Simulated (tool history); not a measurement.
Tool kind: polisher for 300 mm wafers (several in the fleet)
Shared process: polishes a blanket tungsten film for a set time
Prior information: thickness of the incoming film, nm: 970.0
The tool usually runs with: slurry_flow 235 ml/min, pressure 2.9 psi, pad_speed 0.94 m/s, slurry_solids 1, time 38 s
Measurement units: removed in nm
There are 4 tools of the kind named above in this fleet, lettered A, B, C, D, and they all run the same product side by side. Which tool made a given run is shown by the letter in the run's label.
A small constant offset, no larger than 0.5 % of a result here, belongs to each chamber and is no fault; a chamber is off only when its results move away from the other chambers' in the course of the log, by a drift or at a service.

run 1A hour=3.3 | slurry_flow=235 pressure=2.9 pad_speed=0.94 slurry_solids=1 time=38 | removed=114.57
run 2C hour=9.9 | slurry_flow=235 pressure=2.9 pad_speed=0.94 slurry_solids=1 time=38 | removed=112.18
run 3B hour=16.5 | slurry_flow=235 pressure=2.9 pad_speed=0.94 slurry_solids=1 time=38 | removed=111.49
run 4D hour=21.4 | slurry_flow=235 pressure=2.9 pad_speed=0.94 slurry_solids=1 time=38 | removed=112.68
-- hour=22.8 chamber B: worn pad replaced by a new one
-- hour=25.6 chamber C: slurry tank refilled with fresh slurry and peroxide
run 5C hour=27.5 | slurry_flow=235 pressure=2.9 pad_speed=0.94 slurry_solids=1 time=38 | removed=114.54
run 6D hour=32.2 | slurry_flow=235 pressure=2.9 pad_speed=0.94 slurry_solids=1 time=38 | removed=112.38
run 7A hour=36.9 | slurry_flow=235 pressure=2.9 pad_speed=0.94 slurry_solids=1 time=38 | removed=112.28
-- hour=41.4 chamber D: slurry blender recalibrated
run 8B hour=43.3 | slurry_flow=235 pressure=2.9 pad_speed=1.18 slurry_solids=1 time=38 | removed=139.68
run 9D hour=48.9 | slurry_flow=235 pressure=2.9 pad_speed=1.18 slurry_solids=1 time=38 | removed=142.93
-- hour=49.6 chamber A: slurry nozzle cleaned
run 10C hour=54.1 | slurry_flow=235 pressure=2.9 pad_speed=1.18 slurry_solids=1 time=38 | removed=143.38
run 11A hour=58.3 | slurry_flow=235 pressure=2.9 pad_speed=1.18 slurry_solids=1 time=38 | removed=140.64
run 12B hour=62.3 | slurry_flow=300 pressure=2.9 pad_speed=1.1 slurry_solids=1 time=38 | removed=134.94
-- hour=65.6 chamber A: worn pad replaced by a new one
-- hour=67.7 chamber B: worn pad replaced by a new one
run 13B hour=68.4 | slurry_flow=300 pressure=2.9 pad_speed=1.1 slurry_solids=1 time=38 | removed=137.47
-- hour=69.3 chamber C: worn pad replaced by a new one
run 14A hour=72.4 | slurry_flow=300 pressure=2.9 pad_speed=1.1 slurry_solids=1 time=38 | removed=134.29
-- hour=72.8 chamber A: slurry tank refilled with fresh slurry and peroxide
run 15C hour=77.8 | slurry_flow=300 pressure=2.9 pad_speed=1.1 slurry_solids=1 time=38 | removed=136.5
-- hour=81.2 chamber B: slurry blender recalibrated
run 16D hour=81.8 | slurry_flow=235 pressure=2.9 pad_speed=0.94 slurry_solids=1 time=38 | removed=111.14
-- hour=84.8 chamber C: slurry blender recalibrated
-- hour=85.8 chamber C: slurry tank refilled with fresh slurry and peroxide
run 17A hour=87.8 | slurry_flow=235 pressure=2.9 pad_speed=0.94 slurry_solids=1 time=38 | removed=112.93
run 18C hour=91 | slurry_flow=235 pressure=2.9 pad_speed=0.94 slurry_solids=1 time=38 | removed=114.43
run 19D hour=95.4 | slurry_flow=235 pressure=2.9 pad_speed=0.94 slurry_solids=1 time=38 | removed=111.8
run 20B hour=99.1 | slurry_flow=235 pressure=2.9 pad_speed=0.94 slurry_solids=1 time=38 | removed=112.87
-- hour=103.8 chamber B: slurry tank refilled with fresh slurry and peroxide
run 21C hour=104 | slurry_flow=235 pressure=2.9 pad_speed=0.94 slurry_solids=1 time=38 | removed=112.38
-- hour=107.3 chamber D: slurry tank refilled with fresh slurry and peroxide
run 22D hour=108.8 | slurry_flow=235 pressure=2.9 pad_speed=0.94 slurry_solids=1 time=38 | removed=110.17
-- hour=111.2 chamber B: worn pad replaced by a new one
-- hour=112.7 chamber C: head pressure recalibrated
-- hour=113.5 chamber A: slurry blender recalibrated
run 23A hour=115.1 | slurry_flow=235 pressure=2.9 pad_speed=0.94 slurry_solids=1 time=38 | removed=112.62
run 24B hour=120.3 | slurry_flow=235 pressure=2.9 pad_speed=0.94 slurry_solids=1 time=38 | removed=111.37
-- hour=125 chamber D: slurry nozzle cleaned
run 25A hour=127 | slurry_flow=235 pressure=2.9 pad_speed=0.94 slurry_solids=1 time=38 | removed=110.79
-- hour=128.5 chamber A: worn pad replaced by a new one
run 26D hour=131.2 | slurry_flow=235 pressure=2.9 pad_speed=0.94 slurry_solids=1 time=38 | removed=106.07
run 27B hour=134.6 | slurry_flow=235 pressure=2.9 pad_speed=0.94 slurry_solids=1 time=38 | removed=114.02
run 28C hour=140.2 | slurry_flow=235 pressure=2.9 pad_speed=0.94 slurry_solids=1 time=38 | removed=111.26
run 29A hour=146.8 | slurry_flow=235 pressure=2.9 pad_speed=0.94 slurry_solids=1 time=38 | removed=113.45
run 30B hour=150.3 | slurry_flow=235 pressure=2.9 pad_speed=0.94 slurry_solids=1 time=38 | removed=112.08
-- hour=151.5 chamber C: slurry tank refilled with fresh slurry and peroxide
-- hour=152.5 chamber C: worn pad replaced by a new one
run 31D hour=154.3 | slurry_flow=235 pressure=2.9 pad_speed=0.94 slurry_solids=1 time=38 | removed=105.31
run 32C hour=160.3 | slurry_flow=235 pressure=2.9 pad_speed=0.94 slurry_solids=1 time=38 | removed=112.97
run 33D hour=164.5 | slurry_flow=235 pressure=2.9 pad_speed=0.94 slurry_solids=1 time=38 | removed=105.32

All 4 chambers run these settings next. Forecast each chamber's results:
run 34A hour=169.3 | slurry_flow=235 pressure=2.9 pad_speed=0.94 slurry_solids=1 time=38 | removed=?
run 34B hour=169.3 | slurry_flow=235 pressure=2.9 pad_speed=0.94 slurry_solids=1 time=38 | removed=?
run 34C hour=169.3 | slurry_flow=235 pressure=2.9 pad_speed=0.94 slurry_solids=1 time=38 | removed=?
run 34D hour=169.3 | slurry_flow=235 pressure=2.9 pad_speed=0.94 slurry_solids=1 time=38 | removed=?

run=34A removed=111.97
run=34B removed=111.32
run=34C removed=113.6
run=34D removed=106.43

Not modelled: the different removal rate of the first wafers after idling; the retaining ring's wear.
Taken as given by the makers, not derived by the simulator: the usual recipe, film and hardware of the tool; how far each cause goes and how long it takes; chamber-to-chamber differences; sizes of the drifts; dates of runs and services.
